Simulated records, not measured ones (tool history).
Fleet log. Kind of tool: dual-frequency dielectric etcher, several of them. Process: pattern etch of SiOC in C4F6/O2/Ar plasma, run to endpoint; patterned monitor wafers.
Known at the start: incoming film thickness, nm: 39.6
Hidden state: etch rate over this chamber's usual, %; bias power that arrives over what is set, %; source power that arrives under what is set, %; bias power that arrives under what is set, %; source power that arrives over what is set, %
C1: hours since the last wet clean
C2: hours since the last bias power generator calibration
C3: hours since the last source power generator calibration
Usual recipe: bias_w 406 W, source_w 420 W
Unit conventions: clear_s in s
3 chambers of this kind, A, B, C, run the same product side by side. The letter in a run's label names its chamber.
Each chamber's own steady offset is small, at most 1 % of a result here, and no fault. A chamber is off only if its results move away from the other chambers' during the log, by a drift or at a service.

run 1B hour=7.4 | bias_w=406 source_w=420 | C1=18.0 C2=1842.3 C3=2292.2 | clear_s=14.159
run 2C hour=17.2 | bias_w=406 source_w=420 | C1=194.5 C2=557.2 C3=1462.8 | clear_s=13.992
run 3A hour=27.2 | bias_w=406 source_w=420 | C1=447.2 C2=772.2 C3=1332.4 | clear_s=14.247
run 4B hour=34.9 | bias_w=406 source_w=420 | C1=45.5 C2=1869.8 C3=2319.7 | clear_s=14.186
run 5C hour=44.4 | bias_w=406 source_w=420 | C1=221.7 C2=584.4 C3=1490.0 | clear_s=14.060
run 6A hour=54.3 | bias_w=406 source_w=420 | C1=474.3 C2=799.3 C3=1359.5 | clear_s=14.169
run 7C hour=62.5 | bias_w=406 source_w=420 | C1=239.8 C2=602.5 C3=1508.1 | clear_s=14.071
run 8A hour=71.6 | bias_w=310 source_w=470 | C1=491.6 C2=816.6 C3=1376.8 | clear_s=15.030
run 9B hour=81.5 | bias_w=310 source_w=470 | C1=92.1 C2=1916.4 C3=2366.3 | clear_s=14.964
run 10B hour=89.8 | bias_w=310 source_w=470 | C1=100.4 C2=1924.7 C3=2374.6 | clear_s=15.023
run 11A hour=97.5 | bias_w=473 source_w=420 | C1=517.5 C2=842.5 C3=1402.7 | clear_s=13.520
run 12C hour=106.4 | bias_w=473 source_w=420 | C1=283.7 C2=646.4 C3=1552.0 | clear_s=13.258
run 13B hour=112.4 | bias_w=473 source_w=420 | C1=123.0 C2=1947.3 C3=2397.2 | clear_s=13.505
run 14C hour=118.3 | bias_w=406 source_w=420 | C1=295.6 C2=658.3 C3=1563.9 | clear_s=14.123
run 15A hour=126.4 | bias_w=406 source_w=420 | C1=546.4 C2=871.4 C3=1431.6 | clear_s=14.134
run 16C hour=132.2 | bias_w=406 source_w=420 | C1=309.5 C2=672.2 C3=1577.8 | clear_s=13.994
run 17B hour=142.2 | bias_w=406 source_w=420 | C1=152.8 C2=1977.1 C3=2427.0 | clear_s=14.220
run 18A hour=152.1 | bias_w=406 source_w=420 | C1=572.1 C2=897.1 C3=1457.3 | clear_s=14.240
run 19B hour=162.3 | bias_w=406 source_w=420 | C1=172.9 C2=1997.2 C3=2447.1 | clear_s=14.208
run 20C hour=168.7 | bias_w=406 source_w=420 | C1=346.0 C2=708.7 C3=1614.3 | clear_s=14.110
run 21A hour=175.8 | bias_w=406 source_w=420 | C1=595.8 C2=920.8 C3=1481.0 | clear_s=14.159
run 22A hour=181.5 | bias_w=406 source_w=340 | C1=601.5 C2=926.5 C3=1486.7 | clear_s=15.490
run 23B hour=190.4 | bias_w=406 source_w=340 | C1=201.0 C2=2025.3 C3=2475.2 | clear_s=15.422

Has any chamber moved away from the others, gradually or after a service, or does the common gauge drift, or do the chambers differ only by their own small steady offsets? State the chamber and the most likely cause if one applies.

Nothing is wrong: each chamber keeps only its own small, steady offset and the gauge holds still.

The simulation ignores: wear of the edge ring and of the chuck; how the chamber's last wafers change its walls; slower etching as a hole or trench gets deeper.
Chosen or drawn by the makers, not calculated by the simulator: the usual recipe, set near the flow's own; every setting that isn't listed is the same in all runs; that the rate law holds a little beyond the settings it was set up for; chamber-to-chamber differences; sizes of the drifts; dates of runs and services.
